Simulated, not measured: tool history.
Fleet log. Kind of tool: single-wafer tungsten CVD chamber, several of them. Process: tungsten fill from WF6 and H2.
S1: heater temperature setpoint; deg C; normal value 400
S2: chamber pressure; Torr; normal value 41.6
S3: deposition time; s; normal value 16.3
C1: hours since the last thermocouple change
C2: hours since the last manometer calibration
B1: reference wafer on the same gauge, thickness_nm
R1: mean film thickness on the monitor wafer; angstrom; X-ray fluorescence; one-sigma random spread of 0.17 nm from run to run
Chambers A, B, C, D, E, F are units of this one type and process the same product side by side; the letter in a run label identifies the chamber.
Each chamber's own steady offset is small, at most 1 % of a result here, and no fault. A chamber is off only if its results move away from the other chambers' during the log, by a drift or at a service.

Run 1D, day 0.308: usual settings; C1 668.9; C2 1000.3; B1 57.274. Result: R1 553.08 angstrom.
Run 2C, day 0.912: usual settings; C1 1654.8; C2 1915.7; B1 57.28. Result: R1 548.96 angstrom.
Run 3A, day 1.538: usual settings; C1 1655.5; C2 617.7; B1 57.281. Result: R1 551.23 angstrom.
Run 4B, day 2.017: usual settings; C1 1619; C2 1092.7; B1 57.323. Result: R1 546.59 angstrom.
Run 5F, day 2.571: usual settings; C1 1103.1; C2 1047.9; B1 57.29. Result: R1 551.33 angstrom.
Run 6E, day 2.858: usual settings; C1 782.2; C2 963.2; B1 57.332. Result: R1 546.17 angstrom.
Run 7A, day 3.204: usual settings; C1 1695.5; C2 657.7; B1 57.249. Result: R1 548.98 angstrom.
Run 8C, day 3.646: usual settings but S1 394 deg C, S3 17.3 s; C1 1720.4; C2 1981.3; B1 57.281. Result: R1 523.89 angstrom.
Run 9F, day 3.979: usual settings but S1 394 deg C, S3 17.3 s; C1 1136.9; C2 1081.7; B1 57.342. Result: R1 520.51 angstrom.
Run 10D, day 4.438: usual settings but S1 394 deg C, S3 17.3 s; C1 768; C2 1099.4; B1 57.298. Result: R1 528 angstrom.
At day 4.671: chamber F: capacitance manometer re-zeroed and calibrated.
Run 11E, day 4.979: usual settings but S1 394 deg C, S3 17.3 s; C1 833.1; C2 1014.1; B1 57.266. Result: R1 518.95 angstrom.
Run 12B, day 5.621: usual settings but S1 394 deg C, S3 17.3 s; C1 1705.5; C2 1179.2; B1 57.337. Result: R1 522.56 angstrom.
Run 13F, day 6.092: usual settings but S1 394 deg C, S3 17.3 s; C1 1187.6; C2 34.1; B1 57.326. Result: R1 520.25 angstrom.
Run 14B, day 6.721: usual settings; C1 1731.9; C2 1205.6; B1 57.258. Result: R1 547.73 angstrom.
Run 15D, day 7.075: usual settings; C1 831.3; C2 1162.7; B1 57.303. Result: R1 553.81 angstrom.
At day 7.221: chamber B: capacitance manometer re-zeroed and calibrated.
Run 16C, day 7.617: usual settings but S1 406 deg C; C1 1815.7; C2 2076.6; B1 57.29. Result: R1 611.19 angstrom.
Run 17E, day 8.008: usual settings but S1 406 deg C; C1 905.8; C2 1086.8; B1 57.296. Result: R1 607.16 angstrom.
Run 18A, day 8.45: usual settings but S1 406 deg C; C1 1821.4; C2 783.6; B1 57.334. Result: R1 612.79 angstrom.
Run 19E, day 8.983: usual settings but S1 406 deg C; C1 929.2; C2 1110.2; B1 57.302. Result: R1 606.07 angstrom.
Run 20F, day 9.392: usual settings but S1 406 deg C; C1 1266.8; C2 113.3; B1 57.31. Result: R1 612.04 angstrom.
Run 21A, day 9.921: usual settings but S1 406 deg C; C1 1856.7; C2 818.9; B1 57.324. Result: R1 609.83 angstrom.
Run 22C, day 10.258: usual settings; C1 1879.1; C2 2140; B1 57.286. Result: R1 549.96 angstrom.
Run 23D, day 10.812: usual settings; C1 921; C2 1252.4; B1 57.272. Result: R1 554.01 angstrom.
At day 11.133: chamber D: capacitance manometer re-zeroed and calibrated.
Run 24B, day 11.379: usual settings; C1 1843.7; C2 99.9; B1 57.331. Result: R1 533.82 angstrom.
Run 25E, day 11.967: usual settings; C1 1000.8; C2 1181.8; B1 57.322. Result: R1 545.89 angstrom.
Run 26F, day 12.508: usual settings; C1 1341.6; C2 188.1; B1 57.325. Result: R1 549.26 angstrom.
Run 27B, day 13.133: usual settings; C1 1885.8; C2 142; B1 57.245. Result: R1 532.28 angstrom.
Run 28A, day 13.412: usual settings; C1 1940.5; C2 902.7; B1 57.32. Result: R1 548.94 angstrom.
Run 29C, day 13.75: usual settings; C1 1962.9; C2 2223.8; B1 57.336. Result: R1 548.96 angstrom.
Run 30D, day 14.204: usual settings; C1 1002.4; C2 73.8; B1 57.333. Result: R1 553.51 angstrom.
Run 31E, day 14.608: usual settings; C1 1064.2; C2 1245.2; B1 57.329. Result: R1 548.04 angstrom.
Run 32C, day 14.979: usual settings; C1 1992.4; C2 2253.3; B1 57.303. Result: R1 549.91 angstrom.
Run 33F, day 15.592: usual settings; C1 1415.6; C2 262.1; B1 57.294. Result: R1 552.06 angstrom.
Run 34D, day 16.217: usual settings; C1 1050.7; C2 122.1; B1 57.262. Result: R1 555.33 angstrom.
Run 35A, day 16.683: usual settings; C1 2019; C2 981.2; B1 57.277. Result: R1 550.11 angstrom.
Run 36B, day 17.208: usual settings but S1 388 deg C, S2 50.5 Torr; C1 1983.6; C2 239.8; B1 57.3. Result: R1 467.99 angstrom.

For the next run the whole fleet of 6 chambers uses the same settings. Give each chamber's results:
Run 37A, day 17.667: usual settings but S1 393 deg C. Result: R1 ?.
Run 37B, day 17.667: usual settings but S1 393 deg C. Result: R1 ?.
Run 37C, day 17.667: usual settings but S1 393 deg C. Result: R1 ?.
Run 37D, day 17.667: usual settings but S1 393 deg C. Result: R1 ?.
Run 37E, day 17.667: usual settings but S1 393 deg C. Result: R1 ?.
Run 37F, day 17.667: usual settings but S1 393 deg C. Result: R1 ?.

run      R1
37A  480.09
37B  470.81
37C  484.32
37D  486.18
37E  479.31
37F  481.39
